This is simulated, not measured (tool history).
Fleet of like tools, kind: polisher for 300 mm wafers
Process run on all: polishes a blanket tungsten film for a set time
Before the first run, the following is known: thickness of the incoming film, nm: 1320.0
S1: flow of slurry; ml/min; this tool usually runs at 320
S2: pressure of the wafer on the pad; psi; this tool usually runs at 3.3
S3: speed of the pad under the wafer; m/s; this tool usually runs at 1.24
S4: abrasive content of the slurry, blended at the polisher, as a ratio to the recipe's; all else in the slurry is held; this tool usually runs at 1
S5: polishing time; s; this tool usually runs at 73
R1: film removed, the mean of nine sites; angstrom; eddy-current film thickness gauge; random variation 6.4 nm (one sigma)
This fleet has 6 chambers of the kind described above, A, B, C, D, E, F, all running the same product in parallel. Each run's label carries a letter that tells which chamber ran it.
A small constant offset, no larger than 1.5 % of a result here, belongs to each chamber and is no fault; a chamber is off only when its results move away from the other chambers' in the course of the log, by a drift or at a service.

run,hour,S1,S2,S3,S4,S5,R1
# hour 8.4: chamber D: worn pad replaced by a new one
1D,11.4,320,3.3,1.24,1,73,4442.9
# hour 17: chamber D: slurry blender recalibrated
2F,20.4,320,3.3,1.24,1,73,4244.9
# hour 25.6: chamber F: slurry nozzle cleaned
3E,27.5,320,3.3,1.24,1,73,4418.9
# hour 34.7: chamber F: worn pad replaced by a new one
4B,38,320,3.3,1.24,1,73,4249.2
5A,47,320,3.3,1.24,1.15,85,5067.4
# hour 53.2: chamber F: slurry tank refilled with fresh slurry and peroxide
# hour 56.9: chamber A: slurry tank refilled with fresh slurry and peroxide
# hour 57: chamber B: slurry nozzle cleaned
6C,58.8,320,3.3,1.24,1.15,85,5189.8
# hour 66.9: chamber C: slurry tank refilled with fresh slurry and peroxide
7B,67.8,320,3.3,1.24,1.15,85,5017.1
# hour 68.2: chamber A: worn pad replaced by a new one
# hour 73.2: chamber C: worn pad replaced by a new one
# hour 73.4: chamber D: slurry tank refilled with fresh slurry and peroxide
8C,75.6,320,3.3,1.24,1.15,85,5332.2
# hour 76.7: chamber D: worn pad replaced by a new one
# hour 76.9: chamber B: slurry blender recalibrated
# hour 81.8: chamber B: slurry tank refilled with fresh slurry and peroxide
9E,85.2,320,3.3,1.24,1.15,85,5112.8
# hour 86.3: chamber A: slurry blender recalibrated
10D,98.6,320,3.3,1.24,1.15,85,5306.2
# hour 102.5: chamber E: slurry blender recalibrated
11A,105.1,320,3.3,1.24,1,73,4189.4
# hour 106.8: chamber E: worn pad replaced by a new one
# hour 111.2: chamber B: worn pad replaced by a new one
# hour 111.3: chamber F: slurry blender recalibrated
12F,113.3,320,3.3,1.24,1,73,4235.2
# hour 117.9: chamber F: worn pad replaced by a new one
# hour 119.6: chamber D: slurry nozzle cleaned
13C,122.9,320,3.3,1.24,1,73,4292.5
# hour 123.4: chamber A: slurry nozzle cleaned
# hour 124.1: chamber C: slurry blender recalibrated
14A,129.4,320,3.3,1.24,1,73,4313.4
# hour 129.9: chamber F: slurry tank refilled with fresh slurry and peroxide
# hour 135: chamber A: slurry tank refilled with fresh slurry and peroxide
15B,138.1,320,2.3,1.24,1,73,2984.3
# hour 140.5: chamber C: slurry tank refilled with fresh slurry and peroxide
16F,151.2,320,2.3,1.24,1,73,2937.6
# hour 153.2: chamber D: worn pad replaced by a new one
# hour 154.7: chamber D: slurry tank refilled with fresh slurry and peroxide
17E,162.6,320,2.3,1.24,1,73,2903.2
# hour 165.7: chamber A: worn pad replaced by a new one
18D,171.6,320,2.3,1.24,1,73,2974.3
# hour 177.6: chamber C: head pressure recalibrated
19C,177.8,320,2.3,1.24,1,73,2910.5
20B,186.8,320,2.3,1.24,1,73,2855.4
# hour 194.3: chamber D: slurry blender recalibrated
# hour 194.6: chamber C: slurry nozzle cleaned
21D,198.1,320,3.3,1.24,1,73,4174.3
# hour 202.8: chamber F: worn pad replaced by a new one
# hour 203.8: chamber A: slurry blender recalibrated
22F,210.6,320,3.3,1.24,1,73,4218.6
# hour 212.5: chamber C: worn pad replaced by a new one
# hour 215: chamber F: slurry tank refilled with fresh slurry and peroxide
23E,222.4,320,3.3,1.24,1,63,3449.4
# hour 223.2: chamber D: slurry tank refilled with fresh slurry and peroxide
# hour 227.3: chamber C: slurry tank refilled with fresh slurry and peroxide
# hour 230.6: chamber A: slurry tank refilled with fresh slurry and peroxide
24A,235.8,320,3.3,1.24,1,63,3713.4
# hour 238.7: chamber D: worn pad replaced by a new one
# hour 240.8: chamber C: slurry blender recalibrated
# hour 241.9: chamber E: worn pad replaced by a new one
# hour 244.9: chamber B: worn pad replaced by a new one
# hour 246: chamber B: slurry tank refilled with fresh slurry and peroxide
25A,246,320,3.3,1.24,1,63,3720.4
# hour 250.5: chamber A: worn pad replaced by a new one
26F,257.9,320,3.3,1.24,1,63,3663.9
27D,271.1,320,3.3,1.24,1,63,3735.2
28B,282.5,320,3.3,1.24,1,63,3768.6
# hour 287.1: chamber F: worn pad replaced by a new one
29C,288.6,320,3.3,1.24,1,73,4261
# hour 289.5: chamber F: slurry tank refilled with fresh slurry and peroxide
30E,294.8,320,3.3,1.24,1,73,4055.1
# hour 300.6: chamber D: slurry tank refilled with fresh slurry and peroxide
# hour 302.5: chamber A: slurry blender recalibrated
# hour 307: chamber C: slurry tank refilled with fresh slurry and peroxide
31E,307.6,320,3.3,1.24,1,73,3977.6
# hour 317.4: chamber D: worn pad replaced by a new one
32C,318.5,320,3.3,1.24,1,73,4371.1
# hour 319.3: chamber A: slurry tank refilled with fresh slurry and peroxide
33A,325.3,320,3.3,1.24,1,73,4292.6
# hour 331.1: chamber A: worn pad replaced by a new one
34D,338.5,320,3.3,1.56,1.25,73,5708.6
# hour 343.3: chamber E: slurry nozzle cleaned
35B,345.2,320,3.3,1.56,1.25,73,5484.4
# hour 351: chamber F: slurry blender recalibrated
# hour 355.3: chamber F: worn pad replaced by a new one
# hour 357.3: chamber F: slurry tank refilled with fresh slurry and peroxide
36F,357.7,320,3.3,1.56,1.25,73,5599.1
# hour 364.1: chamber E: worn pad replaced by a new one
37E,366.2,320,3.3,1.56,1.25,73,5012.2
# hour 366.5: chamber B: worn pad replaced by a new one
38F,379.7,320,3.3,1.56,1.25,73,5657.8
39B,389.7,320,3.3,1.56,1.25,73,5726.8
40A,396.7,320,3.3,1.24,1,97,5674.8

All chambers now run identical settings, listed one chamber a line with results as question marks. What results will each chamber show?
41A,406.6,320,3.3,1.24,1,73,?
41B,406.6,320,3.3,1.24,1,73,?
41C,406.6,320,3.3,1.24,1,73,?
41D,406.6,320,3.3,1.24,1,73,?
41E,406.6,320,3.3,1.24,1,73,?
41F,406.6,320,3.3,1.24,1,73,?

run,R1
41A,4235.6
41B,4390.3
41C,4272.5
41D,4276.8
41E,3689.9
41F,4296.3

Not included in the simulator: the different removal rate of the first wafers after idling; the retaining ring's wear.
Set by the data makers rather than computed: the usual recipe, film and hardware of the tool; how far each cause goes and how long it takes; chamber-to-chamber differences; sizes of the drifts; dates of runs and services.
